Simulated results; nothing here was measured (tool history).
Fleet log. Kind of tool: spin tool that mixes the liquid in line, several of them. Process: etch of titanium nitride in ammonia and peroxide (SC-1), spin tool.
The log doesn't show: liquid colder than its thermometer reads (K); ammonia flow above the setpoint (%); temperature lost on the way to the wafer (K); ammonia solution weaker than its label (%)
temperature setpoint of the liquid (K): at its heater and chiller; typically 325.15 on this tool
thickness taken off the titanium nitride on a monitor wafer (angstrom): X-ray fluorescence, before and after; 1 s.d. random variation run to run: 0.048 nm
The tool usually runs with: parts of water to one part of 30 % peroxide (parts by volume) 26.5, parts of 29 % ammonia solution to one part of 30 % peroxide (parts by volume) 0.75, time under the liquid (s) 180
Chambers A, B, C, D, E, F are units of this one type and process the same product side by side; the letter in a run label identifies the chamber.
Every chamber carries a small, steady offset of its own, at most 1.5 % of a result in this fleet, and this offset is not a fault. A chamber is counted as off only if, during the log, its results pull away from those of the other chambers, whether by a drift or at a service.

run	hour	temperature setpoint of the liquid (K)	parts of water to one part of 30 % peroxide (parts by volume)	parts of 29 % ammonia solution to one part of 30 % peroxide (parts by volume)	time under the liquid (s)	hours since the thermometer was replaced	hours since the ammonia flow meter was replaced	hours since the heated supply line was repaired	hours since the drum of ammonia solution was connected	read-back film thickness of the titanium nitride reference wafer, read on the same gauge (nm)	thickness taken off the titanium nitride on a monitor wafer (angstrom)
1C	9.4	325.15	26.5	0.75	180	833.2	494.9	109.6	111.6	60.008	59.849
# hour 18.6: chamber B: new drum of ammonia solution connected
2B	19.3	325.15	26.5	0.75	180	420.4	249.6	2361.3	0.8	60.007	60.501
3F	27.3	325.15	26.5	0.75	180	644.3	1016.4	958.7	469.7	60.000	59.028
# hour 28.0: chamber E: thermometer replaced
4E	37.9	325.15	26.5	0.75	180	9.9	181.7	933.6	71.8	59.992	59.660
5D	43.3	325.15	26.5	0.75	180	1780.2	906.5	959.0	435.8	59.995	59.732
# hour 53.9: chamber F: new drum of ammonia solution connected
6A	53.9	320.65	26.5	0.75	95	291.9	1276.5	3084.5	685.7	60.000	22.871
# hour 61.1: chamber F: heated supply line repaired
7F	61.3	320.65	26.5	0.75	95	678.3	1050.4	0.2	7.5	59.985	23.437
8E	69.1	320.65	26.5	0.75	95	41.1	212.9	964.8	103.0	60.006	23.301
9D	75.0	320.65	26.5	0.75	95	1811.9	938.2	990.7	467.5	60.017	22.700
# hour 79.4: chamber A: ammonia flow meter replaced
10A	85.7	320.65	26.5	0.75	95	323.7	6.3	3116.3	717.5	59.991	23.493
11C	94.0	320.65	26.5	0.75	95	917.8	579.5	194.2	196.2	60.001	23.277
12B	99.1	325.15	26.5	0.75	180	500.2	329.4	2441.1	80.6	60.000	61.011
13D	105.7	329.65	26.5	0.75	250	1842.6	968.9	1021.4	498.2	59.983	111.520
14B	115.8	329.65	26.5	0.75	250	516.9	346.1	2457.8	97.3	59.997	113.290
15A	126.5	329.65	26.5	0.75	250	364.5	47.1	3157.1	758.3	59.989	110.510
16F	133.2	329.65	26.5	0.75	250	750.2	1122.3	72.1	79.4	59.992	111.620
17E	140.5	329.65	26.5	0.75	250	112.5	284.3	1036.2	174.4	59.984	112.110
18C	146.7	329.65	26.5	0.75	250	970.5	632.2	246.9	248.9	60.006	112.420
19E	156.7	325.15	26.5	0.75	180	128.7	300.5	1052.4	190.6	59.994	57.536
20A	166.9	325.15	26.5	0.95	260	404.9	87.5	3197.5	798.7	60.003	90.208
21C	176.6	325.15	26.5	0.95	260	1000.4	662.1	276.8	278.8	60.013	91.011
22B	185.4	325.15	26.5	0.95	260	586.5	415.7	2527.4	166.9	59.985	91.288
23D	191.7	325.15	26.5	0.95	260	1928.6	1054.9	1107.4	584.2	59.985	90.494
24F	198.8	325.15	26.5	0.95	260	815.8	1187.9	137.7	145.0	59.976	90.742
# hour 205.0: chamber D: new drum of ammonia solution connected
# hour 205.4: chamber B: ammonia flow meter replaced
25A	209.7	325.15	26.5	0.95	260	447.7	130.3	3240.3	841.5	60.009	88.034
26C	219.1	325.15	26.5	0.75	180	1042.9	704.6	319.3	321.3	60.007	60.099
27B	226.0	325.15	26.5	0.75	180	627.1	20.6	2568.0	207.5	59.986	59.523
28E	232.7	325.15	26.5	0.75	180	204.7	376.5	1128.4	266.6	60.011	55.599
29D	242.7	325.15	26.5	0.75	180	1979.6	1105.9	1158.4	37.7	60.015	59.313
30F	250.1	325.15	26.5	0.75	180	867.1	1239.2	189.0	196.3	59.986	60.141
31F	255.9	325.15	26.5	0.75	180	872.9	1245.0	194.8	202.1	59.998	58.953
32C	262.3	325.15	26.5	0.75	180	1086.1	747.8	362.5	364.5	59.990	60.733
33D	268.7	325.15	26.5	0.75	180	2005.6	1131.9	1184.4	63.7	60.001	58.832
34E	277.2	325.15	26.5	0.75	180	249.2	421.0	1172.9	311.1	59.987	54.936
35B	282.4	325.15	26.5	0.75	180	683.5	77.0	2624.4	263.9	60.005	60.094
36A	287.9	325.15	26.5	0.75	180	525.9	208.5	3318.5	919.7	60.012	59.174
37B	293.2	325.15	39.0	0.75	235	694.3	87.8	2635.2	274.7	60.012	63.626

All 6 chambers run these settings next. Forecast each chamber's results:
38A	301.2	325.15	26.5	0.75	285						?
38B	301.2	325.15	26.5	0.75	285						?
38C	301.2	325.15	26.5	0.75	285						?
38D	301.2	325.15	26.5	0.75	285						?
38E	301.2	325.15	26.5	0.75	285						?
38F	301.2	325.15	26.5	0.75	285						?

run	thickness taken off the titanium nitride on a monitor wafer (angstrom)
38A	94.636
38B	95.545
38C	93.825
38D	93.456
38E	85.640
38F	94.012
